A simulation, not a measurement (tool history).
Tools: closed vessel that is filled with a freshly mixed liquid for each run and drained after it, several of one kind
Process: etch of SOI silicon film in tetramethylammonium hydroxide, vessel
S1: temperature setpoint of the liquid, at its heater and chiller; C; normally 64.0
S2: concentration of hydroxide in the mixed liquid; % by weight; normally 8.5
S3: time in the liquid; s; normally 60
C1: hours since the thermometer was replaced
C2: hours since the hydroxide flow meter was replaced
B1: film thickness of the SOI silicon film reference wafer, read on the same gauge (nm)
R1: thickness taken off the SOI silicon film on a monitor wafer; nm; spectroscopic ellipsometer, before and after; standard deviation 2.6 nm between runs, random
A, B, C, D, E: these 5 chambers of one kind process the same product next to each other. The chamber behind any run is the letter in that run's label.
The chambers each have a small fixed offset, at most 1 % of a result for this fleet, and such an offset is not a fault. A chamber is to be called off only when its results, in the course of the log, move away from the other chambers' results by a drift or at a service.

{"run": "1D", "hour": 6.0, "S1": 64.0, "S2": 8.5, "S3": 60, "C1": 2887.5, "C2": 1847.3, "B1": 40.001, "R1": 315.66}
{"run": "2A", "hour": 12.4, "S1": 64.0, "S2": 8.5, "S3": 60, "C1": 2285.5, "C2": 215.6, "B1": 39.998, "R1": 312.69}
{"run": "3C", "hour": 18.2, "S1": 64.0, "S2": 8.5, "S3": 60, "C1": 1930.5, "C2": 1317.1, "B1": 39.965, "R1": 320.39}
{"run": "4B", "hour": 28.2, "S1": 64.0, "S2": 8.5, "S3": 60, "C1": 881.6, "C2": 423.5, "B1": 40.021, "R1": 319.98}
{"run": "5E", "hour": 34.4, "S1": 64.0, "S2": 8.5, "S3": 60, "C1": 944.8, "C2": 2206.4, "B1": 39.991, "R1": 319.6}
{"run": "6C", "hour": 43.4, "S1": 64.0, "S2": 8.5, "S3": 60, "C1": 1955.7, "C2": 1342.3, "B1": 40.042, "R1": 318.19}
{"hour": 48.4, "done": "chamber C: thermometer replaced"}
{"run": "7B", "hour": 53.6, "S1": 64.0, "S2": 8.5, "S3": 60, "C1": 907.0, "C2": 448.9, "B1": 40.008, "R1": 315.68}
{"run": "8E", "hour": 61.8, "S1": 64.0, "S2": 8.5, "S3": 60, "C1": 972.2, "C2": 2233.8, "B1": 40.012, "R1": 316.43}
{"hour": 66.8, "done": "chamber B: hydroxide flow meter replaced"}
{"run": "9A", "hour": 69.1, "S1": 64.0, "S2": 8.5, "S3": 60, "C1": 2342.2, "C2": 272.3, "B1": 39.979, "R1": 315.25}
{"run": "10D", "hour": 75.8, "S1": 64.0, "S2": 8.5, "S3": 60, "C1": 2957.3, "C2": 1917.1, "B1": 39.977, "R1": 312.99}
{"run": "11B", "hour": 81.7, "S1": 64.0, "S2": 8.5, "S3": 60, "C1": 935.1, "C2": 15.0, "B1": 39.975, "R1": 316.28}
{"hour": 84.6, "done": "chamber E: hydroxide flow meter replaced"}
{"run": "12C", "hour": 94.0, "S1": 64.0, "S2": 8.5, "S3": 60, "C1": 45.7, "C2": 1392.9, "B1": 40.004, "R1": 320.53}
{"run": "13E", "hour": 106.4, "S1": 64.0, "S2": 8.5, "S3": 60, "C1": 1016.8, "C2": 21.8, "B1": 39.998, "R1": 318.8}
{"run": "14D", "hour": 116.7, "S1": 64.0, "S2": 8.5, "S3": 60, "C1": 2998.2, "C2": 1958.0, "B1": 40.006, "R1": 311.82}
{"run": "15A", "hour": 122.3, "S1": 64.0, "S2": 8.5, "S3": 60, "C1": 2395.4, "C2": 325.5, "B1": 39.986, "R1": 314.61}
{"run": "16B", "hour": 132.4, "S1": 64.0, "S2": 8.5, "S3": 60, "C1": 985.8, "C2": 65.7, "B1": 39.986, "R1": 316.96}
{"run": "17C", "hour": 141.0, "S1": 64.0, "S2": 8.5, "S3": 60, "C1": 92.7, "C2": 1439.9, "B1": 39.97, "R1": 319.8}
{"run": "18A", "hour": 149.8, "S1": 64.0, "S2": 8.5, "S3": 60, "C1": 2422.9, "C2": 353.0, "B1": 39.995, "R1": 315.23}
{"run": "19E", "hour": 157.4, "S1": 64.0, "S2": 8.5, "S3": 60, "C1": 1067.8, "C2": 72.8, "B1": 39.981, "R1": 315.45}
{"run": "20D", "hour": 163.7, "S1": 64.0, "S2": 8.5, "S3": 80, "C1": 3045.2, "C2": 2005.0, "B1": 40.009, "R1": 420.32}
{"hour": 164.1, "done": "chamber B: thermometer replaced"}
{"run": "21B", "hour": 173.8, "S1": 64.0, "S2": 8.5, "S3": 80, "C1": 9.8, "C2": 107.1, "B1": 39.998, "R1": 423.9}
{"run": "22C", "hour": 181.9, "S1": 64.0, "S2": 8.5, "S3": 80, "C1": 133.6, "C2": 1480.8, "B1": 39.995, "R1": 419.68}
{"run": "23A", "hour": 191.4, "S1": 64.0, "S2": 8.5, "S3": 80, "C1": 2464.5, "C2": 394.6, "B1": 40.011, "R1": 414.94}
{"run": "24D", "hour": 204.0, "S1": 64.0, "S2": 8.5, "S3": 80, "C1": 3085.5, "C2": 2045.3, "B1": 40.012, "R1": 418.93}
{"run": "25E", "hour": 216.5, "S1": 64.0, "S2": 8.5, "S3": 60, "C1": 1126.9, "C2": 131.9, "B1": 39.979, "R1": 318.07}
{"run": "26B", "hour": 227.5, "S1": 64.0, "S2": 8.5, "S3": 60, "C1": 63.5, "C2": 160.8, "B1": 40.001, "R1": 318.48}
{"run": "27A", "hour": 234.9, "S1": 59.5, "S2": 8.5, "S3": 60, "C1": 2508.0, "C2": 438.1, "B1": 40.012, "R1": 235.86}
{"hour": 235.4, "done": "chamber D: thermometer replaced"}
{"run": "28E", "hour": 241.4, "S1": 59.5, "S2": 8.5, "S3": 60, "C1": 1151.8, "C2": 156.8, "B1": 40.005, "R1": 240.5}
{"run": "29D", "hour": 252.5, "S1": 59.5, "S2": 8.5, "S3": 60, "C1": 17.2, "C2": 2093.8, "B1": 39.967, "R1": 238.52}
{"hour": 254.2, "done": "chamber A: thermometer replaced"}
{"run": "30C", "hour": 259.8, "S1": 59.5, "S2": 8.5, "S3": 60, "C1": 211.5, "C2": 1558.7, "B1": 40.011, "R1": 241.7}
{"run": "31E", "hour": 266.3, "S1": 59.5, "S2": 8.5, "S3": 60, "C1": 1176.7, "C2": 181.7, "B1": 40.01, "R1": 243.02}
{"run": "32B", "hour": 272.7, "S1": 64.0, "S2": 8.5, "S3": 60, "C1": 108.7, "C2": 206.0, "B1": 40.007, "R1": 312.77}
{"run": "33D", "hour": 285.2, "S1": 64.0, "S2": 8.5, "S3": 60, "C1": 49.9, "C2": 2126.5, "B1": 39.974, "R1": 314.13}
{"run": "34C", "hour": 293.9, "S1": 64.0, "S2": 8.5, "S3": 60, "C1": 245.6, "C2": 1592.8, "B1": 40.011, "R1": 317.22}
{"run": "35A", "hour": 300.1, "S1": 64.0, "S2": 10.0, "S3": 35, "C1": 45.9, "C2": 503.3, "B1": 39.982, "R1": 171.79}
{"run": "36E", "hour": 309.7, "S1": 64.0, "S2": 10.0, "S3": 35, "C1": 1220.1, "C2": 225.1, "B1": 40.013, "R1": 174.26}
{"run": "37A", "hour": 317.3, "S1": 64.0, "S2": 10.0, "S3": 35, "C1": 63.1, "C2": 520.5, "B1": 39.992, "R1": 175.3}

Predict what each chamber gives when all 5 of them run the settings below next.
{"run": "38A", "hour": 326.5, "S1": 64.0, "S2": 8.5, "S3": 90, "R1": "?"}
{"run": "38B", "hour": 326.5, "S1": 64.0, "S2": 8.5, "S3": 90, "R1": "?"}
{"run": "38C", "hour": 326.5, "S1": 64.0, "S2": 8.5, "S3": 90, "R1": "?"}
{"run": "38D", "hour": 326.5, "S1": 64.0, "S2": 8.5, "S3": 90, "R1": "?"}
{"run": "38E", "hour": 326.5, "S1": 64.0, "S2": 8.5, "S3": 90, "R1": "?"}

run=38A R1=472.87
run=38B R1=473.74
run=38C R1=472.85
run=38D R1=472.68
run=38E R1=468.19

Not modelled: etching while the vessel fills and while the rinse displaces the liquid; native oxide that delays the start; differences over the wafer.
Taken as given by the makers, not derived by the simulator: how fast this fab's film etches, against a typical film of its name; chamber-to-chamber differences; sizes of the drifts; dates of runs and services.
